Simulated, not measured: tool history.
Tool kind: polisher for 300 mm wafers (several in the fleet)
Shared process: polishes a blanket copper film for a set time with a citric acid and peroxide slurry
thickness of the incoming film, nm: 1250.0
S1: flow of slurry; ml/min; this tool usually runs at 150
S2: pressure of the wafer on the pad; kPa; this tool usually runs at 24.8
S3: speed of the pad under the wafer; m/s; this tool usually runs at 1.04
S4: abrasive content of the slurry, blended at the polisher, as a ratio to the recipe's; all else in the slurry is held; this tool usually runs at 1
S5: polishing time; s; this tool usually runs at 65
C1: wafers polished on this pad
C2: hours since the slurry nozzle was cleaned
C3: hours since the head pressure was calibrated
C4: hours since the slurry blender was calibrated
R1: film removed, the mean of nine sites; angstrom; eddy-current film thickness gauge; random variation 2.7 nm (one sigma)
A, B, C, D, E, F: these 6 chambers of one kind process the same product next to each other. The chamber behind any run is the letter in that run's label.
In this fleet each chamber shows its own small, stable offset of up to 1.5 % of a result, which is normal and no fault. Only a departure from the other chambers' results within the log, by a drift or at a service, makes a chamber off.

run 1B day=0.15 | S1=150 S2=24.8 S3=1.04 S4=1 S5=65 | C1=876 C2=257.5 C3=1236.2 C4=20 | R1=1928.9
-- day=0.183 chamber E: slurry nozzle cleaned
run 2C day=0.242 | S1=150 S2=24.8 S3=1.04 S4=1 S5=65 | C1=618 C2=184.1 C3=25.3 C4=144 | R1=1870.6
-- day=0.371 chamber E: slurry blender recalibrated
run 3E day=0.408 | S1=150 S2=24.8 S3=1.04 S4=1 S5=65 | C1=118 C2=5.5 C3=1031.4 C4=1 | R1=1840.2
run 4F day=0.588 | S1=150 S2=24.8 S3=1.04 S4=1 S5=65 | C1=1053 C2=631.3 C3=888.7 C4=52.1 | R1=1826.1
run 5D day=0.692 | S1=150 S2=24.8 S3=1.04 S4=1 S5=65 | C1=1116 C2=126.3 C3=536.6 C4=19.8 | R1=1915.1
-- day=0.783 chamber F: worn pad replaced by a new one
run 6A day=0.808 | S1=150 S2=24.8 S3=1.04 S4=1 S5=65 | C1=436 C2=127.9 C3=331.6 C4=274.2 | R1=1825.2
-- day=0.833 chamber B: worn pad replaced by a new one
run 7F day=0.992 | S1=150 S2=24.8 S3=1.04 S4=1 S5=65 | C1=46 C2=641 C3=898.4 C4=61.8 | R1=1862.1
run 8B day=1.088 | S1=150 S2=24.8 S3=1.04 S4=0.9 S5=65 | C1=56 C2=280 C3=1258.7 C4=42.5 | R1=1824.1
run 9C day=1.262 | S1=150 S2=24.8 S3=1.04 S4=0.9 S5=65 | C1=841 C2=208.6 C3=49.8 C4=168.5 | R1=1846.6
-- day=1.35 chamber D: worn pad replaced by a new one
run 10D day=1.371 | S1=150 S2=24.8 S3=1.04 S4=0.9 S5=65 | C1=4 C2=142.6 C3=552.9 C4=36.1 | R1=1832.4
-- day=1.404 chamber C: slurry blender recalibrated
run 11E day=1.492 | S1=150 S2=24.8 S3=1.04 S4=0.9 S5=65 | C1=356 C2=31.5 C3=1057.4 C4=27 | R1=1839.7
run 12A day=1.604 | S1=150 S2=24.8 S3=1.04 S4=0.9 S5=65 | C1=611 C2=147 C3=350.7 C4=293.3 | R1=1827.1
run 13E day=1.725 | S1=150 S2=24.8 S3=1.04 S4=0.9 S5=65 | C1=407 C2=37.1 C3=1063 C4=32.6 | R1=1854.7
-- day=1.758 chamber C: worn pad replaced by a new one
run 14C day=1.871 | S1=150 S2=24.8 S3=1.04 S4=1 S5=65 | C1=25 C2=223.2 C3=64.4 C4=11.3 | R1=1930.5
run 15A day=1.971 | S1=150 S2=24.8 S3=1.04 S4=1 S5=65 | C1=691 C2=155.8 C3=359.5 C4=302.1 | R1=1885.6
-- day=2.033 chamber F: head pressure recalibrated
run 16D day=2.133 | S1=150 S2=24.8 S3=1.04 S4=1 S5=65 | C1=171 C2=160.9 C3=571.2 C4=54.4 | R1=1878
run 17B day=2.238 | S1=150 S2=24.8 S3=1.04 S4=1 S5=65 | C1=308 C2=307.6 C3=1286.3 C4=70.1 | R1=1944.3
run 18F day=2.404 | S1=150 S2=24.8 S3=1.04 S4=1 S5=65 | C1=356 C2=674.9 C3=8.9 C4=95.7 | R1=1706.8
run 19B day=2.604 | S1=150 S2=24.8 S3=1.04 S4=1 S5=65 | C1=388 C2=316.4 C3=1295.1 C4=78.9 | R1=1931.1
run 20F day=2.762 | S1=150 S2=17.2 S3=1.04 S4=1 S5=65 | C1=434 C2=683.5 C3=17.5 C4=104.3 | R1=1184.7
run 21C day=2.917 | S1=150 S2=17.2 S3=1.04 S4=1 S5=65 | C1=254 C2=248.3 C3=89.5 C4=36.4 | R1=1346.7
run 22D day=3.042 | S1=150 S2=17.2 S3=1.04 S4=1 S5=65 | C1=370 C2=182.7 C3=593 C4=76.2 | R1=1357.9
-- day=3.088 chamber F: slurry blender recalibrated
-- day=3.096 chamber B: head pressure recalibrated
run 23E day=3.171 | S1=150 S2=17.2 S3=1.04 S4=1 S5=65 | C1=724 C2=71.8 C3=1097.7 C4=67.3 | R1=1289.3
run 24A day=3.321 | S1=150 S2=17.2 S3=1.04 S4=1 S5=65 | C1=987 C2=188.2 C3=391.9 C4=334.5 | R1=1266.1
run 25F day=3.471 | S1=150 S2=17.2 S3=1.04 S4=1 S5=65 | C1=590 C2=700.5 C3=34.5 C4=9.3 | R1=1181.4
run 26D day=3.642 | S1=150 S2=24.8 S3=1.04 S4=1 S5=65 | C1=502 C2=197.1 C3=607.4 C4=90.6 | R1=1893.3
run 27C day=3.796 | S1=150 S2=24.8 S3=1.04 S4=1 S5=65 | C1=447 C2=269.4 C3=110.6 C4=57.5 | R1=1842.3
run 28B day=3.979 | S1=150 S2=20 S3=1.04 S4=1 S5=85 | C1=690 C2=349.4 C3=21.3 C4=111.9 | R1=2001
-- day=4.058 chamber E: worn pad replaced by a new one
-- day=4.1 chamber A: worn pad replaced by a new one
run 29A day=4.162 | S1=150 S2=20 S3=1.04 S4=1 S5=85 | C1=14 C2=208.4 C3=412.1 C4=354.7 | R1=2029.1
run 30E day=4.25 | S1=150 S2=20 S3=1.04 S4=1 S5=85 | C1=42 C2=97.7 C3=1123.6 C4=93.2 | R1=1965.6
run 31F day=4.371 | S1=150 S2=20 S3=1.04 S4=1 S5=85 | C1=787 C2=722.1 C3=56.1 C4=30.9 | R1=1764.6
-- day=4.433 chamber A: head pressure recalibrated
run 32A day=4.521 | S1=150 S2=20 S3=1.04 S4=1 S5=85 | C1=92 C2=217 C3=2.2 C4=363.3 | R1=2003.3
-- day=4.583 chamber E: head pressure recalibrated
run 33E day=4.65 | S1=150 S2=20 S3=1.04 S4=1 S5=85 | C1=129 C2=107.3 C3=1.7 C4=102.8 | R1=1947.4
run 34D day=4.792 | S1=150 S2=24.8 S3=1.04 S4=1 S5=65 | C1=754 C2=224.7 C3=635 C4=118.2 | R1=1925.1
run 35B day=4.962 | S1=150 S2=24.8 S3=1.04 S4=1 S5=65 | C1=905 C2=373 C3=44.9 C4=135.5 | R1=1894.4
-- day=4.988 chamber B: slurry blender recalibrated
-- day=5.038 chamber A: slurry blender recalibrated
run 36C day=5.075 | S1=150 S2=24.8 S3=1.04 S4=1 S5=65 | C1=727 C2=300.1 C3=141.3 C4=88.2 | R1=1880
run 37D day=5.175 | S1=120 S2=24.8 S3=1.3 S4=1 S5=65 | C1=838 C2=233.9 C3=644.2 C4=127.4 | R1=2315.2
run 38B day=5.317 | S1=120 S2=24.8 S3=1.3 S4=1 S5=65 | C1=983 C2=381.5 C3=53.4 C4=7.9 | R1=2188.6
run 39C day=5.458 | S1=120 S2=24.8 S3=1.3 S4=1 S5=65 | C1=811 C2=309.3 C3=150.5 C4=97.4 | R1=2268.5
run 40E day=5.583 | S1=120 S2=24.8 S3=1.3 S4=1 S5=65 | C1=334 C2=129.7 C3=24.1 C4=125.2 | R1=2225.5
run 41F day=5.717 | S1=120 S2=24.8 S3=1.3 S4=1 S5=65 | C1=1082 C2=754.4 C3=88.4 C4=63.2 | R1=2037.9
-- day=5.8 chamber A: slurry nozzle cleaned
run 42A day=5.879 | S1=120 S2=24.8 S3=1.3 S4=1 S5=65 | C1=390 C2=1.9 C3=34.8 C4=20.3 | R1=2228.6

One chamber off, gauge drift, or nothing amiss beyond the chambers' own small offsets? If it is a chamber, which one, and what is the likeliest cause?

Chamber F came out of a service off from its peers and stayed that way.
Likeliest cause: head's pressure below its setpoint, % = 7.78.

Below are 4 candidate recipes for chamber F's next run, each the usual settings with a change, their results shown as question marks. Which of them brings F's results back in line with what the other chambers give on the usual settings?
A result is in line if it is within this distance of the other chambers' mean on the usual settings: R1 94 angstrom
run 43F-1 day=6.025 | S1=150 S2=24.8 S3=0.94 S4=1 S5=59 | R1=?
run 43F-2 day=6.025 | S1=150 S2=25.5 S3=1.08 S4=1 S5=67 | R1=?
run 43F-3 day=6.025 | S1=150 S2=24.8 S3=1 S4=1 S5=62 | R1=?
run 43F-4 day=6.025 | S1=150 S2=26.9 S3=1.1 S4=1 S5=70 | R1=?

The other chambers' mean on the usual settings: R1 1887.9 angstrom
run=43F-1 R1=1404.9
run=43F-2 R1=1876.6
run=43F-3 R1=1567.9
run=43F-4 R1=2103.4
43F-2 brings the chamber back in line.
